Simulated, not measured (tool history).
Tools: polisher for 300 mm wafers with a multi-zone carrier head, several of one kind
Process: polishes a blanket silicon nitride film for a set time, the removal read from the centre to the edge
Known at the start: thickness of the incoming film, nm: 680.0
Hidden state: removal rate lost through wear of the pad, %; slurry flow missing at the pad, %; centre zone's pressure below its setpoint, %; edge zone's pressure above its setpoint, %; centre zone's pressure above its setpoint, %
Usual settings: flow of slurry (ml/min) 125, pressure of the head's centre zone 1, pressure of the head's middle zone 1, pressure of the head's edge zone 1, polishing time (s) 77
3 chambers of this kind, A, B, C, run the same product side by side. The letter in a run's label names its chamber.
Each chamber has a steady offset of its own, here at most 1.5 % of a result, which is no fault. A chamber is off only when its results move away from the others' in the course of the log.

| run | hour | flow of slurry (ml/min) | pressure of the head's centre zone | pressure of the head's middle zone | pressure of the head's edge zone | polishing time (s) | wafers polished on this pad | hours since the slurry nozzle was cleaned | hours since the centre zone pressure was calibrated | hours since the edge zone pressure was calibrated | film removed at the wafer's centre (nm) | film removed at mid-radius (nm) | film removed at the wafer's edge (nm) |
|---|---|---|---|---|---|---|---|---|---|---|---|---|---|
|  | 5.1 | chamber B: slurry nozzle cleaned |
| 1C | 10.7 | 125 | 1 | 1 | 1 | 77 | 616 | 300.9 | 47.4 | 744.6 | 131.56 | 132.68 | 130.68 |
| 2B | 24.1 | 125 | 1 | 1 | 1 | 77 | 201 | 19.1 | 972.5 | 649.4 | 134.73 | 130.79 | 131.14 |
|  | 26.5 | chamber C: worn pad replaced by a new one |
| 3A | 39.7 | 125 | 1 | 1 | 1 | 77 | 773 | 96.4 | 53.6 | 993.8 | 131.68 | 131.40 | 129.54 |
|  | 41.3 | chamber C: slurry nozzle cleaned |
| 4A | 51.0 | 125 | 1 | 1 | 1 | 77 | 848 | 107.7 | 64.9 | 1005.1 | 132.48 | 133.42 | 131.94 |
|  | 58.4 | chamber A: worn pad replaced by a new one |
| 5C | 62.4 | 125 | 1 | 1 | 1 | 77 | 239 | 21.1 | 99.1 | 796.3 | 132.82 | 131.33 | 132.57 |
| 6B | 74.8 | 125 | 1 | 1 | 1 | 77 | 539 | 69.8 | 1023.2 | 700.1 | 131.72 | 131.31 | 130.54 |
| 7A | 84.5 | 125 | 1 | 1 | 1 | 77 | 173 | 141.2 | 98.4 | 1038.6 | 132.98 | 131.74 | 131.24 |
| 8B | 100.3 | 125 | 1 | 1 | 1 | 77 | 709 | 95.3 | 1048.7 | 725.6 | 133.16 | 130.28 | 131.90 |
|  | 102.4 | chamber B: centre zone pressure recalibrated |
| 9C | 109.7 | 125 | 1 | 1 | 1 | 77 | 554 | 68.4 | 146.4 | 843.6 | 129.92 | 130.92 | 133.19 |
| 10A | 120.8 | 125 | 1 | 1 | 1 | 77 | 415 | 177.5 | 134.7 | 1074.9 | 131.05 | 132.79 | 130.69 |
| 11B | 134.0 | 125 | 1 | 1 | 1 | 77 | 933 | 129.0 | 31.7 | 759.3 | 140.88 | 129.43 | 130.00 |
| 12C | 141.9 | 125 | 1 | 1 | 1 | 77 | 768 | 100.6 | 178.6 | 875.8 | 133.32 | 131.94 | 130.09 |
|  | 146.6 | chamber C: worn pad replaced by a new one |
| 13B | 150.2 | 125 | 1 | 1 | 1 | 77 | 1041 | 145.2 | 47.9 | 775.5 | 139.75 | 129.35 | 130.17 |
|  | 162.9 | chamber A: worn pad replaced by a new one |
| 14A | 165.4 | 125 | 1 | 1 | 1 | 77 | 16 | 222.1 | 179.3 | 1119.5 | 131.45 | 133.26 | 131.87 |
|  | 178.7 | chamber B: worn pad replaced by a new one |
| 15C | 180.9 | 125 | 1 | 1 | 1 | 77 | 228 | 139.6 | 217.6 | 914.8 | 130.40 | 131.91 | 132.99 |
| 16C | 191.1 | 125 | 1 | 1 | 1 | 77 | 296 | 149.8 | 227.8 | 925.0 | 129.60 | 131.08 | 132.44 |
| 17A | 203.7 | 125 | 1 | 1 | 1 | 77 | 271 | 260.4 | 217.6 | 1157.8 | 131.95 | 133.65 | 132.59 |
| 18B | 219.7 | 150 | 1 | 1 | 1 | 87 | 273 | 214.7 | 117.4 | 845.0 | 166.05 | 152.04 | 149.90 |
|  | 220.2 | chamber A: edge zone pressure recalibrated |
| 19A | 228.6 | 150 | 1 | 1 | 1 | 87 | 437 | 285.3 | 242.5 | 8.4 | 155.08 | 155.69 | 153.24 |
| 20B | 242.8 | 150 | 1 | 1 | 1 | 87 | 426 | 237.8 | 140.5 | 868.1 | 166.42 | 153.46 | 151.29 |
| 21C | 256.6 | 150 | 1 | 1 | 1 | 89 | 732 | 215.3 | 293.3 | 990.5 | 158.63 | 158.05 | 157.11 |
|  | 260.9 | chamber C: worn pad replaced by a new one |
| 22B | 265.3 | 150 | 1 | 1 | 1 | 89 | 576 | 260.3 | 163.0 | 890.6 | 168.40 | 157.69 | 157.04 |
| 23A | 275.8 | 150 | 1 | 1 | 1 | 89 | 751 | 332.5 | 289.7 | 55.6 | 159.71 | 160.63 | 156.45 |
| 24C | 290.2 | 125 | 1 | 1 | 1 | 77 | 195 | 248.9 | 326.9 | 1024.1 | 129.57 | 131.95 | 133.07 |
|  | 296.4 | chamber A: worn pad replaced by a new one |
| 25C | 300.2 | 100 | 1 | 1 | 1 | 77 | 262 | 258.9 | 336.9 | 1034.1 | 122.74 | 125.55 | 126.26 |
|  | 304.1 | chamber A: slurry nozzle cleaned |
| 26B | 313.7 | 100 | 1 | 1 | 1 | 77 | 898 | 308.7 | 211.4 | 939.0 | 132.48 | 123.43 | 124.46 |
| 27A | 328.5 | 100 | 1 | 1 | 1 | 77 | 214 | 24.5 | 342.4 | 108.3 | 123.98 | 126.20 | 126.93 |
|  | 333.3 | chamber C: edge zone pressure recalibrated |
| 28C | 337.4 | 125 | 1 | 1 | 1 | 77 | 509 | 296.1 | 374.1 | 4.2 | 129.42 | 131.22 | 131.99 |

Is one chamber off against the others, does the gauge drift, or is nothing wrong? If a chamber is off, say which, and what the likeliest cause is.

A service left chamber B off against the others.
Cause: centre zone's pressure above its setpoint, % = 5.44.

Here are 4 candidates for chamber B's next run, each the usual settings with a change, their results left as question marks. Which one brings its results back in line with what the others give on the usual settings?
In line means no further than this from the other chambers' mean on the usual settings: film removed at the wafer's centre (nm) 3.60; film removed at mid-radius (nm) 3.10; film removed at the wafer's edge (nm) 3.50
| 29B-1 | 349.0 | 120 | 0.94 | 1.02 | 1.02 | 78 |  |  |  |  | ? | ? | ? |
| 29B-2 | 349.0 | 115 | 0.90 | 1.04 | 1.03 | 78 |  |  |  |  | ? | ? | ? |
| 29B-3 | 349.0 | 135 | 1.11 | 0.96 | 0.97 | 76 |  |  |  |  | ? | ? | ? |
| 29B-4 | 349.0 | 130 | 1.06 | 0.98 | 0.98 | 76 |  |  |  |  | ? | ? | ? |

The other chambers' mean on the usual settings: film removed at the wafer's centre (nm) 131.61; film removed at mid-radius (nm) 132.24; film removed at the wafer's edge (nm) 131.87
| run | film removed at the wafer's centre (nm) | film removed at mid-radius (nm) | film removed at the wafer's edge (nm) |
|---|---|---|---|
| 29B-1 | 131.98 | 132.69 | 132.83 |
| 29B-2 | 124.44 | 133.76 | 132.55 |
| 29B-3 | 158.46 | 125.38 | 128.49 |
| 29B-4 | 149.45 | 126.79 | 128.41 |
29B-1 brings the chamber back in line.
